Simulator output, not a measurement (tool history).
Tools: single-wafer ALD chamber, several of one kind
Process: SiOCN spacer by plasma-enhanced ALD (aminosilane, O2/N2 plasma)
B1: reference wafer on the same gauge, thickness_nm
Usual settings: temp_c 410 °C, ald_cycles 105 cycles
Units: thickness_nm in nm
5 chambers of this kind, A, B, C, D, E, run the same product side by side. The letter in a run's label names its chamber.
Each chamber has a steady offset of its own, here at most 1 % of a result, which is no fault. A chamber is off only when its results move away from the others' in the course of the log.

run 1A day=0.362 | temp_c=410 ald_cycles=105 | B1=5.8281 | thickness_nm=6.1084
run 2B day=0.646 | temp_c=410 ald_cycles=105 | B1=5.8334 | thickness_nm=6.1635
run 3E day=1.021 | temp_c=410 ald_cycles=105 | B1=5.8317 | thickness_nm=6.1136
run 4D day=1.312 | temp_c=410 ald_cycles=105 | B1=5.8195 | thickness_nm=6.0803
run 5C day=1.600 | temp_c=410 ald_cycles=105 | B1=5.8315 | thickness_nm=6.1816
run 6C day=1.925 | temp_c=410 ald_cycles=105 | B1=5.8196 | thickness_nm=6.1056
run 7B day=2.225 | temp_c=410 ald_cycles=105 | B1=5.8307 | thickness_nm=6.1767
run 8E day=2.438 | temp_c=410 ald_cycles=105 | B1=5.8280 | thickness_nm=6.2159
run 9A day=2.708 | temp_c=410 ald_cycles=105 | B1=5.8300 | thickness_nm=6.1589
run 10D day=3.004 | temp_c=410 ald_cycles=105 | B1=5.8339 | thickness_nm=6.0582
run 11D day=3.354 | temp_c=410 ald_cycles=105 | B1=5.8341 | thickness_nm=6.1667
run 12A day=3.750 | temp_c=410 ald_cycles=105 | B1=5.8278 | thickness_nm=6.0855
run 13B day=4.100 | temp_c=410 ald_cycles=105 | B1=5.8242 | thickness_nm=6.1566
run 14C day=4.312 | temp_c=410 ald_cycles=105 | B1=5.8282 | thickness_nm=6.1447
run 15E day=4.625 | temp_c=419 ald_cycles=90 | B1=5.8267 | thickness_nm=5.1249
run 16C day=4.900 | temp_c=419 ald_cycles=90 | B1=5.8316 | thickness_nm=5.1755
run 17D day=5.129 | temp_c=419 ald_cycles=90 | B1=5.8291 | thickness_nm=5.0692
run 18E day=5.442 | temp_c=419 ald_cycles=90 | B1=5.8262 | thickness_nm=5.1447
run 19A day=5.758 | temp_c=419 ald_cycles=90 | B1=5.8290 | thickness_nm=5.1790
run 20B day=6.167 | temp_c=410 ald_cycles=105 | B1=5.8279 | thickness_nm=6.0890
run 21B day=6.550 | temp_c=398 ald_cycles=105 | B1=5.8316 | thickness_nm=6.2878
run 22E day=6.942 | temp_c=398 ald_cycles=105 | B1=5.8275 | thickness_nm=6.3354
run 23C day=7.200 | temp_c=398 ald_cycles=105 | B1=5.8330 | thickness_nm=6.3554
run 24A day=7.442 | temp_c=398 ald_cycles=105 | B1=5.8222 | thickness_nm=6.3052
run 25D day=7.842 | temp_c=398 ald_cycles=105 | B1=5.8282 | thickness_nm=6.2978
run 26B day=8.075 | temp_c=410 ald_cycles=105 | B1=5.8288 | thickness_nm=6.1365
run 27A day=8.325 | temp_c=398 ald_cycles=94 | B1=5.8351 | thickness_nm=5.6757
run 28E day=8.683 | temp_c=398 ald_cycles=94 | B1=5.8316 | thickness_nm=5.7229
run 29D day=8.954 | temp_c=398 ald_cycles=94 | B1=5.8247 | thickness_nm=5.6116
-- day=9.029 chamber E: thermocouple changed; heater temperature recalibrated
run 30C day=9.288 | temp_c=398 ald_cycles=94 | B1=5.8271 | thickness_nm=5.6783
run 31C day=9.488 | temp_c=398 ald_cycles=94 | B1=5.8281 | thickness_nm=5.7229
run 32A day=9.900 | temp_c=410 ald_cycles=105 | B1=5.8293 | thickness_nm=6.0800
run 33B day=10.088 | temp_c=410 ald_cycles=105 | B1=5.8254 | thickness_nm=6.1876
run 34E day=10.350 | temp_c=410 ald_cycles=105 | B1=5.8338 | thickness_nm=6.2250
run 35D day=10.683 | temp_c=410 ald_cycles=105 | B1=5.8236 | thickness_nm=6.1160

All 5 chambers run these settings next. Forecast each chamber's results:
run 36A day=10.983 | temp_c=410 ald_cycles=105 | thickness_nm=?
run 36B day=10.983 | temp_c=410 ald_cycles=105 | thickness_nm=?
run 36C day=10.983 | temp_c=410 ald_cycles=105 | thickness_nm=?
run 36D day=10.983 | temp_c=410 ald_cycles=105 | thickness_nm=?
run 36E day=10.983 | temp_c=410 ald_cycles=105 | thickness_nm=?

run=36A thickness_nm=6.1028
run=36B thickness_nm=6.2232
run=36C thickness_nm=6.1284
run=36D thickness_nm=6.0959
run=36E thickness_nm=6.1645
